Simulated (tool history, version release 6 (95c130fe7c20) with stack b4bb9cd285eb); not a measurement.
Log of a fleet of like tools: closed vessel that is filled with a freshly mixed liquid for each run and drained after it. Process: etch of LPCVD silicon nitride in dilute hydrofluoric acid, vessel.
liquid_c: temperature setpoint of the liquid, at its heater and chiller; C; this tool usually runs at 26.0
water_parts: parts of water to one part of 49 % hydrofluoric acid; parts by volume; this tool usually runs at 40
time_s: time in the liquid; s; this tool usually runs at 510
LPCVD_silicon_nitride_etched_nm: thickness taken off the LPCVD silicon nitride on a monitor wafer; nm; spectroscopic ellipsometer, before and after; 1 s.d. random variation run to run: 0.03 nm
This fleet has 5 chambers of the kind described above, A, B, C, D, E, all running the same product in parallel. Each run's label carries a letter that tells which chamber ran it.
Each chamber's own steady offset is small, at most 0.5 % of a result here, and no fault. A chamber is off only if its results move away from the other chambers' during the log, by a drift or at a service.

run   hour  liquid_c  water_parts  time_s  hours since the thermometer was replaced  hours since the hydrofluoric acid flow meter was replaced  read-back film thickness of the LPCVD silicon nitride reference wafer, read on the same gauge (nm)  LPCVD_silicon_nitride_etched_nm
 1A    7.1      26.0           40     510                                     693.6                                                      846.4                                                                                              140.04                           6.7919
 2D   13.2      26.0           40     510                                     658.7                                                      824.9                                                                                              140.01                           6.8780
 3B   19.6      26.0           40     510                                     167.2                                                      879.5                                                                                              140.00                           6.8097
 4C   24.1      26.0           40     510                                     594.0                                                      443.6                                                                                              139.99                           6.8448
 5E   31.1      26.0           40     510                                     316.5                                                      396.3                                                                                              140.05                           6.8314
      34.4  -- chamber A: thermometer replaced
 6E   37.6      26.0           40     510                                     323.0                                                      402.8                                                                                              140.01                           6.8460
 7D   41.8      26.0           40     510                                     687.3                                                      853.5                                                                                              139.96                           6.9019
 8C   48.3      26.0           40     510                                     618.2                                                      467.8                                                                                              139.97                           6.8568
 9A   51.9      26.0           40     510                                      17.6                                                      891.2                                                                                              139.98                           6.8254
10B   60.0      26.0           40     510                                     207.6                                                      919.9                                                                                              139.95                           6.8353
11E   67.8      26.0           40     510                                     353.2                                                      433.0                                                                                              140.00                           6.8752
12B   72.6      26.0           40     510                                     220.2                                                      932.5                                                                                              140.02                           6.7881
13D   77.4      26.0           40     510                                     722.9                                                      889.1                                                                                              139.97                           6.8388
14A   84.8      26.0           40     510                                      50.5                                                      924.1                                                                                              140.00                           6.8239
15C   92.4      27.5           30     510                                     662.3                                                      511.9                                                                                              140.01                           9.9973
16D   97.0      27.5           30     510                                     742.5                                                      908.7                                                                                              140.01                           9.8724
17B  102.6      27.5           30     510                                     250.2                                                      962.5                                                                                              139.99                           9.9195
18A  106.7      27.5           30     510                                      72.4                                                      946.0                                                                                              140.00                          10.0760
19C  113.4      27.5           30     510                                     683.3                                                      532.9                                                                                              139.99                           9.9917
20E  118.7      26.0           40     510                                     404.1                                                      483.9                                                                                              140.02                           6.8309
21D  123.0      26.0           40     510                                     768.5                                                      934.7                                                                                              139.99                           6.7022
22A  130.6      30.5           40     510                                      96.3                                                      969.9                                                                                              139.98                           9.1416
23B  136.1      30.5           40     510                                     283.7                                                      996.0                                                                                              140.02                           9.1197
24E  143.9      30.5           40     510                                     429.3                                                      509.1                                                                                              139.98                           9.2673
25C  148.3      30.5           40     510                                     718.2                                                      567.8                                                                                              140.04                           9.1415
26C  155.4      30.5           40     510                                     725.3                                                      574.9                                                                                              139.99                           9.1597
27B  159.0      26.0           40     510                                     306.6                                                     1018.9                                                                                              139.98                           6.8102
28E  163.1      26.0           40     510                                     448.5                                                      528.3                                                                                              140.01                           6.8534
29D  168.1      26.0           40     510                                     813.6                                                      979.8                                                                                              139.98                           6.6070
30A  175.9      26.0           40     510                                     141.6                                                     1015.2                                                                                              140.04                           6.8262
31D  182.9      26.0           40     510                                     828.4                                                      994.6                                                                                              139.98                           6.5772
32A  186.3      26.0           40     510                                     152.0                                                     1025.6                                                                                              139.97                           6.8536
33C  190.7      26.0           40     265                                     760.6                                                      610.2                                                                                              140.02                           3.5640

Predict what each chamber gives when all 5 of them run the settings below next.
34A  196.5      26.0           55     510                                                                                                                                                                                                                                         ?
34B  196.5      26.0           55     510                                                                                                                                                                                                                                         ?
34C  196.5      26.0           55     510                                                                                                                                                                                                                                         ?
34D  196.5      26.0           55     510                                                                                                                                                                                                                                         ?
34E  196.5      26.0           55     510                                                                                                                                                                                                                                         ?

run  LPCVD_silicon_nitride_etched_nm
34A                           4.9923
34B                           5.0200
34C                           4.9870
34D                           4.8086
34E                           5.0348
